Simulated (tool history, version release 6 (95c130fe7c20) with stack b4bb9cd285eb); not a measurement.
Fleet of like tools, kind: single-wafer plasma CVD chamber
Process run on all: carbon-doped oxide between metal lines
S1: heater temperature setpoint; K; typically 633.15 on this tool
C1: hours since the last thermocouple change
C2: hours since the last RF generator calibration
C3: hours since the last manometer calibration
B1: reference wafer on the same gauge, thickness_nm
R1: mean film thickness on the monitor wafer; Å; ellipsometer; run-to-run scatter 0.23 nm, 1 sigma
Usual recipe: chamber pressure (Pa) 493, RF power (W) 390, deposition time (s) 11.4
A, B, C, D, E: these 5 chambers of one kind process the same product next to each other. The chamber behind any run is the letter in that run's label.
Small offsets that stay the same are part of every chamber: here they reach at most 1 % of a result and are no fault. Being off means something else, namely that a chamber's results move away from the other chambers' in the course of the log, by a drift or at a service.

run 1B day=0.529 | S1=633.15 chamber_pressure_(Pa)=493 RF_power_(W)=390 deposition_time_(s)=11.4 | C1=1497.9 C2=313.4 C3=2145.6 | B1=39.706 | R1=464.55
run 2D day=0.833 | S1=633.15 chamber_pressure_(Pa)=493 RF_power_(W)=390 deposition_time_(s)=11.4 | C1=820.7 C2=665.4 C3=1637.2 | B1=39.671 | R1=466.65
run 3A day=1.342 | S1=633.15 chamber_pressure_(Pa)=493 RF_power_(W)=390 deposition_time_(s)=11.4 | C1=439.4 C2=840.9 C3=532.3 | B1=39.673 | R1=466.69
run 4E day=1.746 | S1=633.15 chamber_pressure_(Pa)=493 RF_power_(W)=390 deposition_time_(s)=11.4 | C1=548.3 C2=907.6 C3=337 | B1=39.722 | R1=464.58
run 5C day=2.183 | S1=633.15 chamber_pressure_(Pa)=493 RF_power_(W)=390 deposition_time_(s)=11.4 | C1=981.5 C2=1023.4 C3=399.2 | B1=39.691 | R1=459.3
run 6A day=2.675 | S1=633.15 chamber_pressure_(Pa)=493 RF_power_(W)=390 deposition_time_(s)=11.4 | C1=471.4 C2=872.9 C3=564.3 | B1=39.729 | R1=466.74
run 7B day=2.967 | S1=633.15 chamber_pressure_(Pa)=493 RF_power_(W)=390 deposition_time_(s)=11.4 | C1=1556.4 C2=371.9 C3=2204.1 | B1=39.683 | R1=469.64
run 8C day=3.242 | S1=633.15 chamber_pressure_(Pa)=493 RF_power_(W)=390 deposition_time_(s)=11.4 | C1=1006.9 C2=1048.8 C3=424.6 | B1=39.654 | R1=458.6
run 9E day=3.592 | S1=633.15 chamber_pressure_(Pa)=493 RF_power_(W)=390 deposition_time_(s)=11.4 | C1=592.6 C2=951.9 C3=381.3 | B1=39.712 | R1=462.48
-- day=3.621 chamber B: thermocouple changed; heater temperature recalibrated
run 10D day=4.017 | S1=633.15 chamber_pressure_(Pa)=493 RF_power_(W)=390 deposition_time_(s)=11.4 | C1=897.1 C2=741.8 C3=1713.6 | B1=39.715 | R1=472.45
run 11A day=4.396 | S1=633.15 chamber_pressure_(Pa)=493 RF_power_(W)=390 deposition_time_(s)=11.4 | C1=512.7 C2=914.2 C3=605.6 | B1=39.693 | R1=463.62
run 12E day=4.796 | S1=633.15 chamber_pressure_(Pa)=493 RF_power_(W)=390 deposition_time_(s)=11.4 | C1=621.5 C2=980.8 C3=410.2 | B1=39.744 | R1=463.62
run 13B day=5.108 | S1=633.15 chamber_pressure_(Pa)=493 RF_power_(W)=390 deposition_time_(s)=11.4 | C1=35.7 C2=423.3 C3=2255.5 | B1=39.711 | R1=463.47
run 14C day=5.412 | S1=633.15 chamber_pressure_(Pa)=493 RF_power_(W)=390 deposition_time_(s)=11.4 | C1=1059 C2=1100.9 C3=476.7 | B1=39.697 | R1=462.73
run 15D day=5.742 | S1=633.15 chamber_pressure_(Pa)=493 RF_power_(W)=390 deposition_time_(s)=11.4 | C1=938.5 C2=783.2 C3=1755 | B1=39.743 | R1=470.23
run 16A day=6.083 | S1=645.15 chamber_pressure_(Pa)=493 RF_power_(W)=390 deposition_time_(s)=11.4 | C1=553.2 C2=954.7 C3=646.1 | B1=39.739 | R1=453.16
run 17C day=6.346 | S1=645.15 chamber_pressure_(Pa)=493 RF_power_(W)=390 deposition_time_(s)=11.4 | C1=1081.4 C2=1123.3 C3=499.1 | B1=39.723 | R1=444.08
run 18D day=6.817 | S1=645.15 chamber_pressure_(Pa)=493 RF_power_(W)=390 deposition_time_(s)=11.4 | C1=964.3 C2=809 C3=1780.8 | B1=39.634 | R1=455.01
run 19B day=7.092 | S1=645.15 chamber_pressure_(Pa)=493 RF_power_(W)=390 deposition_time_(s)=11.4 | C1=83.3 C2=470.9 C3=2303.1 | B1=39.669 | R1=446.23
run 20E day=7.558 | S1=645.15 chamber_pressure_(Pa)=493 RF_power_(W)=390 deposition_time_(s)=11.4 | C1=687.8 C2=1047.1 C3=476.5 | B1=39.642 | R1=450.77
run 21E day=7.938 | S1=633.15 chamber_pressure_(Pa)=493 RF_power_(W)=390 deposition_time_(s)=11.4 | C1=696.9 C2=1056.2 C3=485.6 | B1=39.727 | R1=465.23
run 22B day=8.379 | S1=633.15 chamber_pressure_(Pa)=493 RF_power_(W)=390 deposition_time_(s)=11.4 | C1=114.2 C2=501.8 C3=2334 | B1=39.7 | R1=455.7
run 23D day=8.875 | S1=633.15 chamber_pressure_(Pa)=493 RF_power_(W)=345 deposition_time_(s)=11.4 | C1=1013.7 C2=858.4 C3=1830.2 | B1=39.667 | R1=426.8
run 24C day=9.217 | S1=633.15 chamber_pressure_(Pa)=493 RF_power_(W)=345 deposition_time_(s)=11.4 | C1=1150.3 C2=1192.2 C3=568 | B1=39.759 | R1=418.24
run 25A day=9.7 | S1=633.15 chamber_pressure_(Pa)=493 RF_power_(W)=345 deposition_time_(s)=11.4 | C1=640 C2=1041.5 C3=732.9 | B1=39.753 | R1=424.16
run 26C day=10.054 | S1=633.15 chamber_pressure_(Pa)=493 RF_power_(W)=345 deposition_time_(s)=11.4 | C1=1170.4 C2=1212.3 C3=588.1 | B1=39.713 | R1=419.34
run 27D day=10.433 | S1=633.15 chamber_pressure_(Pa)=493 RF_power_(W)=345 deposition_time_(s)=11.4 | C1=1051.1 C2=895.8 C3=1867.6 | B1=39.668 | R1=427.83
run 28B day=10.875 | S1=633.15 chamber_pressure_(Pa)=493 RF_power_(W)=390 deposition_time_(s)=11.4 | C1=174.1 C2=561.7 C3=2393.9 | B1=39.72 | R1=447.54
-- day=11.138 chamber C: thermocouple changed; heater temperature recalibrated
run 29A day=11.292 | S1=633.15 chamber_pressure_(Pa)=493 RF_power_(W)=390 deposition_time_(s)=11.4 | C1=678.2 C2=1079.7 C3=771.1 | B1=39.68 | R1=467.63
run 30E day=11.525 | S1=633.15 chamber_pressure_(Pa)=493 RF_power_(W)=390 deposition_time_(s)=11.4 | C1=783 C2=1142.3 C3=571.7 | B1=39.745 | R1=467.45
run 31D day=11.904 | S1=633.15 chamber_pressure_(Pa)=493 RF_power_(W)=390 deposition_time_(s)=11.4 | C1=1086.4 C2=931.1 C3=1902.9 | B1=39.67 | R1=465.9
run 32E day=12.279 | S1=633.15 chamber_pressure_(Pa)=493 RF_power_(W)=390 deposition_time_(s)=11.4 | C1=801.1 C2=1160.4 C3=589.8 | B1=39.728 | R1=461.37
run 33A day=12.612 | S1=633.15 chamber_pressure_(Pa)=493 RF_power_(W)=390 deposition_time_(s)=11.4 | C1=709.9 C2=1111.4 C3=802.8 | B1=39.673 | R1=469.34
-- day=12.804 chamber B: capacitance manometer re-zeroed and calibrated
run 34B day=12.842 | S1=633.15 chamber_pressure_(Pa)=493 RF_power_(W)=390 deposition_time_(s)=11.4 | C1=221.3 C2=608.9 C3=0.9 | B1=39.737 | R1=447.26
run 35C day=13.258 | S1=633.15 chamber_pressure_(Pa)=493 RF_power_(W)=390 deposition_time_(s)=11.4 | C1=50.9 C2=1289.2 C3=665 | B1=39.714 | R1=461.1
run 36C day=13.792 | S1=633.15 chamber_pressure_(Pa)=493 RF_power_(W)=390 deposition_time_(s)=11.4 | C1=63.7 C2=1302 C3=677.8 | B1=39.686 | R1=460.05
run 37D day=14.154 | S1=633.15 chamber_pressure_(Pa)=493 RF_power_(W)=390 deposition_time_(s)=11.4 | C1=1140.4 C2=985.1 C3=1956.9 | B1=39.71 | R1=469
run 38B day=14.55 | S1=633.15 chamber_pressure_(Pa)=493 RF_power_(W)=390 deposition_time_(s)=11.4 | C1=262.3 C2=649.9 C3=41.9 | B1=39.702 | R1=443.28
run 39E day=14.967 | S1=633.15 chamber_pressure_(Pa)=493 RF_power_(W)=390 deposition_time_(s)=11.4 | C1=865.6 C2=1224.9 C3=654.3 | B1=39.683 | R1=464.52
run 40A day=15.262 | S1=621.15 chamber_pressure_(Pa)=493 RF_power_(W)=390 deposition_time_(s)=11.4 | C1=773.5 C2=1175 C3=866.4 | B1=39.716 | R1=482.8
run 41C day=15.712 | S1=621.15 chamber_pressure_(Pa)=493 RF_power_(W)=390 deposition_time_(s)=11.4 | C1=109.8 C2=1348.1 C3=723.9 | B1=39.706 | R1=475.1
run 42E day=16.133 | S1=621.15 chamber_pressure_(Pa)=493 RF_power_(W)=390 deposition_time_(s)=11.4 | C1=893.6 C2=1252.9 C3=682.3 | B1=39.734 | R1=478.52
run 43D day=16.621 | S1=621.15 chamber_pressure_(Pa)=493 RF_power_(W)=390 deposition_time_(s)=11.4 | C1=1199.6 C2=1044.3 C3=2016.1 | B1=39.682 | R1=483.4

Does one chamber stand apart from the rest, does the shared gauge drift, or is all well apart from small per-chamber offsets? Give the chamber and the most likely cause, where there is one.

It is chamber B that slowly wanders off from its peers.
Cause: delivered RF power below the setpoint (%) = 7.71.

Which of the 4 candidates below, each the usual settings with something changed and its results left as question marks, puts chamber B back in line with what the other chambers give on the usual settings?
Counts as in line when no further than this from what the other chambers average on the usual settings: R1 8.1 Å
run 44B-1 day=17 | S1=633.15 chamber_pressure_(Pa)=495 RF_power_(W)=395 deposition_time_(s)=11.6 | R1=?
run 44B-2 day=17 | S1=643.15 chamber_pressure_(Pa)=493 RF_power_(W)=390 deposition_time_(s)=11.4 | R1=?
run 44B-3 day=17 | S1=634.15 chamber_pressure_(Pa)=491 RF_power_(W)=380 deposition_time_(s)=11 | R1=?
run 44B-4 day=17 | S1=633.15 chamber_pressure_(Pa)=493 RF_power_(W)=400 deposition_time_(s)=11.8 | R1=?

What the other chambers average on the usual settings: R1 465.27 Å
run=44B-1 R1=450.26
run=44B-2 R1=427.64
run=44B-3 R1=413.35
run=44B-4 R1=462.25
44B-4 is the one that brings the chamber's results back in line with the other chambers.

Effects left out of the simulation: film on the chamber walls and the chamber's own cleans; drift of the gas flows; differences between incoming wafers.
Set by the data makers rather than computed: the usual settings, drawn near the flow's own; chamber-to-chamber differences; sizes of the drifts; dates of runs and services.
